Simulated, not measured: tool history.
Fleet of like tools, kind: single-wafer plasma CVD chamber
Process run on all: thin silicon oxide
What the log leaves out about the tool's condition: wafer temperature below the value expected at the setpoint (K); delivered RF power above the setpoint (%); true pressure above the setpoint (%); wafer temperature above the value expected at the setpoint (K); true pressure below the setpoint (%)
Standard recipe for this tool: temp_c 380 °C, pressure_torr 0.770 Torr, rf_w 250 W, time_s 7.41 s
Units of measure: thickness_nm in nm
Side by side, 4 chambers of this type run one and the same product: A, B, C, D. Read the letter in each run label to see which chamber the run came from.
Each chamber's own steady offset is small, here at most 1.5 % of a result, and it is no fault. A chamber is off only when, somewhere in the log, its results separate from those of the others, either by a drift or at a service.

run,hour,temp_c,pressure_torr,rf_w,time_s,hours since the last thermocouple change,hours since the last RF generator calibration,hours since the last manometer calibration,"read-back reference wafer on the same gauge, thickness_nm",thickness_nm
1D,6.0,380,0.770,250,7.41,1031.3,1580.0,400.0,11.901,12.253
2C,12.8,380,0.770,250,7.41,277.2,767.5,740.4,11.903,12.234
3B,19.4,380,0.770,250,7.41,564.9,206.2,1172.7,11.907,12.192
# hour 27.7: chamber D: RF generator calibrated
4A,27.8,380,0.770,250,7.41,1453.3,1819.1,1489.6,11.904,12.169
5D,36.9,380,0.677,250,8.67,1062.2,9.2,430.9,11.909,12.602
6A,41.6,380,0.677,250,8.67,1467.1,1832.9,1503.4,11.915,12.508
7B,47.4,380,0.677,250,8.67,592.9,234.2,1200.7,11.908,12.566
8C,54.4,380,0.677,250,8.67,318.8,809.1,782.0,11.912,12.554
9D,63.9,380,0.770,250,7.41,1089.2,36.2,457.9,11.919,12.246
10B,73.4,380,0.770,250,7.41,618.9,260.2,1226.7,11.918,12.238
11C,78.4,380,0.955,250,7.41,342.8,833.1,806.0,11.922,14.866
12A,82.7,380,0.955,250,7.41,1508.2,1874.0,1544.5,11.926,14.743
13C,91.0,380,0.955,250,7.41,355.4,845.7,818.6,11.919,14.827
14B,98.2,380,0.955,250,7.41,643.7,285.0,1251.5,11.925,14.792
15D,104.2,380,0.770,250,7.41,1129.5,76.5,498.2,11.929,12.247
16A,113.0,380,0.770,250,7.41,1538.5,1904.3,1574.8,11.933,12.156
17B,122.6,380,0.770,250,7.41,668.1,309.4,1275.9,11.932,12.283
18A,131.4,380,0.770,250,7.41,1556.9,1922.7,1593.2,11.934,12.204
19D,138.1,380,0.770,250,7.41,1163.4,110.4,532.1,11.932,12.268
20C,146.4,380,0.770,250,7.41,410.8,901.1,874.0,11.937,12.244
21B,150.8,380,0.770,250,7.41,696.3,337.6,1304.1,11.944,12.261
22D,156.9,380,0.770,250,7.41,1182.2,129.2,550.9,11.944,12.283
23A,161.7,380,0.770,250,7.41,1587.2,1953.0,1623.5,11.946,12.212
24C,171.2,380,0.770,250,7.41,435.6,925.9,898.8,11.953,12.224
25A,180.0,380,0.770,250,7.41,1605.5,1971.3,1641.8,11.946,12.217
26D,187.6,380,0.770,250,7.41,1212.9,159.9,581.6,11.952,12.260
27B,195.5,380,0.770,250,7.41,741.0,382.3,1348.8,11.952,12.309
28C,201.1,380,0.770,250,7.41,465.5,955.8,928.7,11.959,12.281
29B,206.0,380,0.770,250,7.41,751.5,392.8,1359.3,11.955,12.274
30C,212.0,380,0.770,250,7.41,476.4,966.7,939.6,11.959,12.284
31D,219.5,380,0.770,250,7.41,1244.8,191.8,613.5,11.956,12.260
32A,224.6,380,0.770,250,7.41,1650.1,2015.9,1686.4,11.962,12.236
33D,232.4,380,0.770,250,7.41,1257.7,204.7,626.4,11.962,12.320
34B,237.0,380,0.770,250,7.41,782.5,423.8,1390.3,11.964,12.272
35C,246.2,380,0.770,250,7.41,510.6,1000.9,973.8,11.958,12.259
36A,254.7,380,0.770,250,7.41,1680.2,2046.0,1716.5,11.973,12.253
37A,261.5,380,0.770,250,7.41,1687.0,2052.8,1723.3,11.974,12.215
38B,267.4,380,0.770,250,7.41,812.9,454.2,1420.7,11.974,12.336
39C,275.4,380,0.647,250,8.37,539.8,1030.1,1003.0,11.978,11.561
40D,282.8,380,0.647,250,8.37,1308.1,255.1,676.8,11.980,11.619
41C,289.9,380,0.647,250,8.37,554.3,1044.6,1017.5,11.970,11.572

Read the log: is a single chamber off, either drifting away or since a service, is the gauge that measures every chamber drifting, or is nothing wrong beyond small per-chamber offsets? Name any odd chamber and what most likely caused it.

No chamber is off; the gauge reading every chamber's wafers drifts, which makes the whole fleet appear to move together.
What lies behind it: gauge reads high (%) = 0.677.

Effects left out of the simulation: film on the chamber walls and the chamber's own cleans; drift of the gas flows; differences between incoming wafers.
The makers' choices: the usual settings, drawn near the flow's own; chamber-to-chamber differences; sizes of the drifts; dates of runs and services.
